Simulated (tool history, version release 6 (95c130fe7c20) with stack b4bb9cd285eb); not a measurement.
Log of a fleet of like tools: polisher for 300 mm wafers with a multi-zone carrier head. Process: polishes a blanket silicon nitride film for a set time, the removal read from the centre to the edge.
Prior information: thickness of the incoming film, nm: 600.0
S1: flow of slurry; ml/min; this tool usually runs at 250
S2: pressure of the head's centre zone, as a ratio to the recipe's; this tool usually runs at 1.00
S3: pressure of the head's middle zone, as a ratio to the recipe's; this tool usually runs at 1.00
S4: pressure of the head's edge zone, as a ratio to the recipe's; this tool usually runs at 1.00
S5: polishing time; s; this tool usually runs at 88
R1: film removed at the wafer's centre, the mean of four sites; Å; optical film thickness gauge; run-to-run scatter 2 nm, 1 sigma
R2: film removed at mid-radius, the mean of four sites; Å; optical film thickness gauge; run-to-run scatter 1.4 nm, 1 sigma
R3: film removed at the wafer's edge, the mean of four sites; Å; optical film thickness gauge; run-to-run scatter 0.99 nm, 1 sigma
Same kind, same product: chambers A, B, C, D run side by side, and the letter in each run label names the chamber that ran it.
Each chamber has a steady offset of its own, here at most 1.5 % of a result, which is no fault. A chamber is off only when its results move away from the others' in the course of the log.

| run | hour | S1 | S2 | S3 | S4 | S5 | R1 | R2 | R3 |
|---|---|---|---|---|---|---|---|---|---|
| 1C | 6.8 | 250 | 1.00 | 1.00 | 1.00 | 88 | 1555.1 | 1607.7 | 1572.5 |
| 2D | 13.6 | 250 | 1.00 | 1.00 | 1.00 | 88 | 1581.7 | 1562.4 | 1568.5 |
| 3A | 18.2 | 250 | 1.00 | 1.00 | 1.00 | 88 | 1602.5 | 1595.5 | 1601.6 |
| 4B | 24.3 | 250 | 1.00 | 1.00 | 1.00 | 88 | 1567.4 | 1591.8 | 1613.6 |
| 5D | 30.3 | 250 | 1.00 | 1.00 | 1.00 | 88 | 1570.4 | 1565.0 | 1570.5 |
|  | 35.1 | chamber A: slurry nozzle cleaned |
| 6C | 37.7 | 250 | 1.00 | 1.00 | 1.00 | 88 | 1582.5 | 1599.5 | 1574.7 |
| 7A | 42.5 | 250 | 1.00 | 1.00 | 1.00 | 88 | 1581.7 | 1575.7 | 1610.2 |
| 8B | 46.5 | 285 | 1.00 | 1.00 | 1.00 | 88 | 1634.4 | 1604.7 | 1632.3 |
| 9A | 55.5 | 285 | 1.00 | 1.00 | 1.00 | 88 | 1647.1 | 1615.5 | 1619.0 |
|  | 57.5 | chamber B: worn pad replaced by a new one |
| 10D | 60.1 | 285 | 1.00 | 1.00 | 1.00 | 88 | 1617.3 | 1598.6 | 1586.6 |
|  | 61.8 | chamber D: worn pad replaced by a new one |
| 11C | 66.2 | 285 | 1.00 | 1.00 | 1.00 | 88 | 1561.3 | 1612.2 | 1589.2 |
| 12B | 75.0 | 250 | 1.00 | 1.00 | 1.00 | 88 | 1569.2 | 1581.9 | 1609.5 |
| 13B | 81.4 | 250 | 1.00 | 1.00 | 1.00 | 88 | 1593.5 | 1606.9 | 1589.5 |
| 14C | 88.4 | 250 | 1.00 | 1.00 | 1.00 | 88 | 1543.5 | 1560.0 | 1575.3 |
|  | 93.2 | chamber B: edge zone pressure recalibrated |
| 15D | 95.5 | 325 | 1.11 | 1.00 | 1.00 | 88 | 1802.3 | 1626.8 | 1622.9 |
| 16A | 103.6 | 325 | 1.11 | 1.00 | 1.00 | 88 | 1813.5 | 1634.2 | 1618.8 |
| 17D | 109.2 | 325 | 1.11 | 1.00 | 1.00 | 88 | 1825.8 | 1618.6 | 1624.7 |
|  | 115.4 | chamber A: centre zone pressure recalibrated |
| 18A | 117.8 | 325 | 1.11 | 1.00 | 1.00 | 88 | 1863.1 | 1616.8 | 1633.2 |
| 19C | 123.8 | 250 | 1.00 | 1.00 | 0.94 | 88 | 1492.1 | 1560.3 | 1516.3 |
| 20B | 129.0 | 250 | 1.00 | 1.00 | 0.94 | 88 | 1625.7 | 1566.9 | 1557.1 |
|  | 129.1 | chamber C: worn pad replaced by a new one |
| 21B | 133.7 | 250 | 1.00 | 1.00 | 0.94 | 88 | 1576.4 | 1594.3 | 1535.1 |
| 22D | 139.9 | 250 | 1.00 | 1.00 | 0.94 | 88 | 1603.3 | 1603.1 | 1515.3 |
| 23A | 146.0 | 250 | 1.00 | 1.00 | 1.00 | 88 | 1575.4 | 1572.8 | 1602.4 |
| 24C | 150.9 | 250 | 1.00 | 1.00 | 1.00 | 88 | 1529.2 | 1554.0 | 1549.8 |
| 25A | 155.8 | 250 | 1.00 | 1.00 | 1.00 | 88 | 1601.8 | 1605.9 | 1593.4 |
|  | 158.2 | chamber A: worn pad replaced by a new one |
| 26D | 164.5 | 250 | 1.00 | 1.00 | 1.00 | 88 | 1600.1 | 1580.2 | 1601.7 |
| 27C | 169.8 | 250 | 1.00 | 1.00 | 1.00 | 88 | 1543.0 | 1550.9 | 1547.1 |
|  | 172.7 | chamber B: worn pad replaced by a new one |
| 28B | 177.9 | 250 | 1.00 | 1.00 | 1.00 | 88 | 1591.8 | 1569.5 | 1608.6 |
| 29D | 186.0 | 250 | 1.00 | 1.00 | 1.00 | 88 | 1572.7 | 1579.0 | 1587.6 |
| 30C | 194.9 | 180 | 1.00 | 1.09 | 1.00 | 88 | 1397.9 | 1566.9 | 1465.5 |
| 31A | 203.0 | 180 | 1.00 | 1.09 | 1.00 | 88 | 1489.5 | 1647.4 | 1535.8 |
|  | 204.2 | chamber D: worn pad replaced by a new one |
| 32B | 209.8 | 180 | 1.00 | 1.09 | 1.00 | 88 | 1507.3 | 1611.6 | 1554.2 |
| 33D | 218.5 | 180 | 1.00 | 1.09 | 1.00 | 88 | 1560.8 | 1664.1 | 1518.8 |
| 34A | 223.4 | 250 | 1.00 | 1.00 | 1.00 | 88 | 1584.4 | 1570.6 | 1614.2 |
| 35C | 231.6 | 250 | 1.00 | 1.00 | 1.00 | 88 | 1503.6 | 1514.9 | 1499.4 |

For the next run the whole fleet of 4 chambers uses the same settings. Give each chamber's results:
| 36A | 238.0 | 250 | 1.00 | 1.00 | 0.91 | 88 | ? | ? | ? |
| 36B | 238.0 | 250 | 1.00 | 1.00 | 0.91 | 88 | ? | ? | ? |
| 36C | 238.0 | 250 | 1.00 | 1.00 | 0.91 | 88 | ? | ? | ? |
| 36D | 238.0 | 250 | 1.00 | 1.00 | 0.91 | 88 | ? | ? | ? |

| run | R1 | R2 | R3 |
|---|---|---|---|
| 36A | 1605.8 | 1571.4 | 1534.0 |
| 36B | 1530.1 | 1599.7 | 1537.9 |
| 36C | 1441.5 | 1500.7 | 1427.1 |
| 36D | 1618.5 | 1578.0 | 1506.8 |

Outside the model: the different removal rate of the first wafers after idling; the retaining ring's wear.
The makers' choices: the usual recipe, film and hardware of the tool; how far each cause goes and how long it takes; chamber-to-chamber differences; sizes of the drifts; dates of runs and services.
